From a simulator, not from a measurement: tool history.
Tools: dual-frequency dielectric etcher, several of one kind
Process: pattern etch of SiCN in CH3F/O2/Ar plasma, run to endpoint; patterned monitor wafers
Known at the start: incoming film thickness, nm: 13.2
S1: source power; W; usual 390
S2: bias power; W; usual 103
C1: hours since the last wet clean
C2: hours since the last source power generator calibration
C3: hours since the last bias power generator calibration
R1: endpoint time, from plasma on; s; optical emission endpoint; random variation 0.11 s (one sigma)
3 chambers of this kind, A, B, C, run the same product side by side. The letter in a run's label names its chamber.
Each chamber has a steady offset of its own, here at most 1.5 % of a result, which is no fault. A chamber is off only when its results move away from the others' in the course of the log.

run	hour	S1	S2	C1	C2	C3	R1
1A	5.5	390	103	499.9	2059.3	1298.9	31.043
2B	12.4	390	103	35.3	1247.1	1701.4	30.702
3C	16.9	390	103	350.8	473	2590.7	31.16
4B	25.5	390	103	48.4	1260.2	1714.5	30.638
5A	30.2	390	103	524.6	2084	1323.6	31.188
6C	40	390	103	373.9	496.1	2613.8	31.379
7C	47.2	320	88	381.1	503.3	2621	35.596
8B	52.1	320	88	75	1286.8	1741.1	35.478
# hour 58.4: chamber A: wet clean of the chamber
9A	60.2	320	88	1.8	2114	1353.6	35.563
10B	64.7	390	103	87.6	1299.4	1753.7	30.776
11A	73.8	390	103	15.4	2127.6	1367.2	31.11
12C	79.9	390	103	413.8	536	2653.7	31.214
13B	88.8	390	103	111.7	1323.5	1777.8	30.688
14A	96.6	430	86	38.2	2150.4	1390	31.893
15C	101.6	430	86	435.5	557.7	2675.4	31.984
16C	107.2	430	86	441.1	563.3	2681	31.975
17A	112.1	390	103	53.7	2165.9	1405.5	31.252
18B	118.8	390	103	141.7	1353.5	1807.8	30.866
19A	124.5	430	85	66.1	2178.3	1417.9	32.474
20B	128.9	430	85	151.8	1363.6	1817.9	31.901
21C	135.5	430	85	469.4	591.6	2709.3	32.148
22A	141.2	390	103	82.8	2195	1434.6	31.171
23C	150.6	390	103	484.5	606.7	2724.4	30.599
24B	155.9	390	103	178.8	1390.6	1844.9	30.95
25C	163.1	390	103	497	619.2	2736.9	30.868
26A	168.5	390	103	110.1	2222.3	1461.9	31.194
27B	177.6	390	103	200.5	1412.3	1866.6	30.708
28C	185.8	390	103	519.7	641.9	2759.6	30.78
29B	193.2	390	103	216.1	1427.9	1882.2	30.815
30A	198.1	390	103	139.7	2251.9	1491.5	31.232
31C	204.6	340	111	538.5	660.7	2778.4	31.281
32A	213	340	111	154.6	2266.8	1506.4	31.821
33B	220.5	340	111	243.4	1455.2	1909.5	31.393
34B	229.1	390	103	252	1463.8	1918.1	30.669
35A	236.4	390	103	178	2290.2	1529.8	31.233
36C	242.6	390	103	576.5	698.7	2816.4	30.506
37A	248.9	390	127	190.5	2302.7	1542.3	28.879
38B	257.5	390	127	280.4	1492.2	1946.5	28.417
39C	263.7	390	127	597.6	719.8	2837.5	27.978
40A	272.7	390	103	214.3	2326.5	1566.1	31.137
41C	277.1	390	103	611	733.2	2850.9	30.288
42B	283.8	390	103	306.7	1518.5	1972.8	30.759
43B	291.6	390	103	314.5	1526.3	1980.6	30.736
44C	299.5	390	103	633.4	755.6	2873.3	30.19

What goes on in this fleet: one chamber off, a drifting gauge, or nothing beyond the chambers' own small offsets? Name the chamber and the cause, if any.

Chamber C drifts away from the others.
Cause: etch rate over this chamber's usual, % = 3.3.

Here are 4 candidates for chamber C's next run, each the usual settings with a change, their results left as question marks. Which one brings its results back in line with what the others give on the usual settings?
In line means no further than this from the other chambers' mean on the usual settings: R1 0.37 s
45C-1	306.5	390	95				?
45C-2	306.5	390	105				?
45C-3	306.5	420	103				?
45C-4	306.5	380	103				?

The other chambers' mean on the usual settings: R1 31.001 s
run	R1
45C-1	31.037
45C-2	29.881
45C-3	29.304
45C-4	30.386
45C-1 brings the chamber back in line.
